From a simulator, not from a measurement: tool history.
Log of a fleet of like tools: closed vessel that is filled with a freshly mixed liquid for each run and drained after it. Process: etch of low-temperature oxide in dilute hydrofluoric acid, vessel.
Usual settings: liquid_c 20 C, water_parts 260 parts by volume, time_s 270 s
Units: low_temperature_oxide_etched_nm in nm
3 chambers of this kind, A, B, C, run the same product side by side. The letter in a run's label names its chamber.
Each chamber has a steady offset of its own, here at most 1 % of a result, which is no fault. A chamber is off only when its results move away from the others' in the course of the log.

run   hour  liquid_c  water_parts  time_s  read-back film thickness of the low-temperature oxide reference wafer, read on the same gauge (nm)  low_temperature_oxide_etched_nm
 1C   12.8        20          260     270                                                                                              29.932                           22.373
 2B   23.2        20          260     270                                                                                              30.013                           22.677
 3A   31.4        20          260     270                                                                                              30.012                           22.907
 4B   46.7        20          260     270                                                                                              29.952                           22.376
      55.2  -- chamber A: thermometer replaced
 5A   56.1        20          260     270                                                                                              30.006                            22.37
 6C   63.7        20          260     270                                                                                              29.979                            22.89
 7A   78.8        20          260     270                                                                                              30.002                            22.47
 8C   92.3        20          260     270                                                                                              30.005                           22.607
 9B   99.6        20          260     270                                                                                              30.013                           22.583
10A  112.8        20          260     270                                                                                              29.996                           22.992
11B  124.8        20          260     270                                                                                              30.027                            22.41
12C  132.4        20          260     270                                                                                              30.002                           22.553
13A  141.8        20          260     270                                                                                              29.999                           22.575
14C  149.3        20          260     270                                                                                              30.015                           22.673
15B  156.8        20          260     270                                                                                              29.982                           22.303
16A  170.9        20          260     270                                                                                              30.004                           22.813
17C  179.2        20          260     270                                                                                              30.027                           22.608
18B  192.7        20          260     270                                                                                              30.001                           22.103
19C  207.8        20          260     270                                                                                               29.97                           22.882
20A    221        20          260     270                                                                                              30.016                           22.689
21B  227.7        20          260     270                                                                                              29.977                           21.834
22A  240.5        20          260     270                                                                                              29.992                           22.805
23C  248.2        20          260     270                                                                                              30.006                           22.678
24B  260.9        20          260     270                                                                                              30.015                           21.672
25B  270.2        20          260     270                                                                                              29.999                           21.721
26A  282.6        24          310     270                                                                                              30.003                           20.562
27C  291.5        24          310     270                                                                                               29.99                           20.824
28C  306.9        24          310     270                                                                                              29.985                           20.948
29A  320.9        20          260     270                                                                                              30.042                            22.72
30B  330.5        20          260     270                                                                                               30.03                           20.958
31B  342.7        20          260     270                                                                                              29.999                           21.087
32C  351.2        20          260     270                                                                                               30.02                           22.683
33A  361.8        20          260     270                                                                                              30.008                           22.643
34B  374.6        20          260     270                                                                                              30.017                             20.7
35A  383.9        20          260     270                                                                                              30.062                           22.711
36C  397.8        20          260     270                                                                                              30.015                           22.683
37B  406.6      23.5          260     270                                                                                              30.009                           23.686
38A  414.4      23.5          260     270                                                                                              30.032                           25.761
39C  422.4      23.5          260     270                                                                                               30.01                           25.804

What goes on in this fleet: one chamber off, a drifting gauge, or nothing beyond the chambers' own small offsets? Name the chamber and the cause, if any.

Chamber B drifts away from the others.
Cause: liquid colder than its thermometer reads (K) = 2.32.
The log may not tell that from: hydrofluoric acid flow below the setpoint (%).

Here are 4 candidates for chamber B's next run, each the usual settings with a change, their results left as question marks. Which one brings its results back in line with what the others give on the usual settings?
In line means no further than this from the other chambers' mean on the usual settings: low_temperature_oxide_etched_nm 0.5 nm
40B-1  433.5        20          260     255                                                                                                                                    ?
40B-2  433.5        20          260     285                                                                                                                                    ?
40B-3  433.5      22.5          260     270                                                                                                                                    ?
40B-4  433.5        20          280     270                                                                                                                                    ?

The other chambers' mean on the usual settings: low_temperature_oxide_etched_nm 22.663 nm
  run  low_temperature_oxide_etched_nm
40B-1                           19.341
40B-2                           21.616
40B-3                           22.482
40B-4                           18.663
40B-3 brings the chamber back in line.
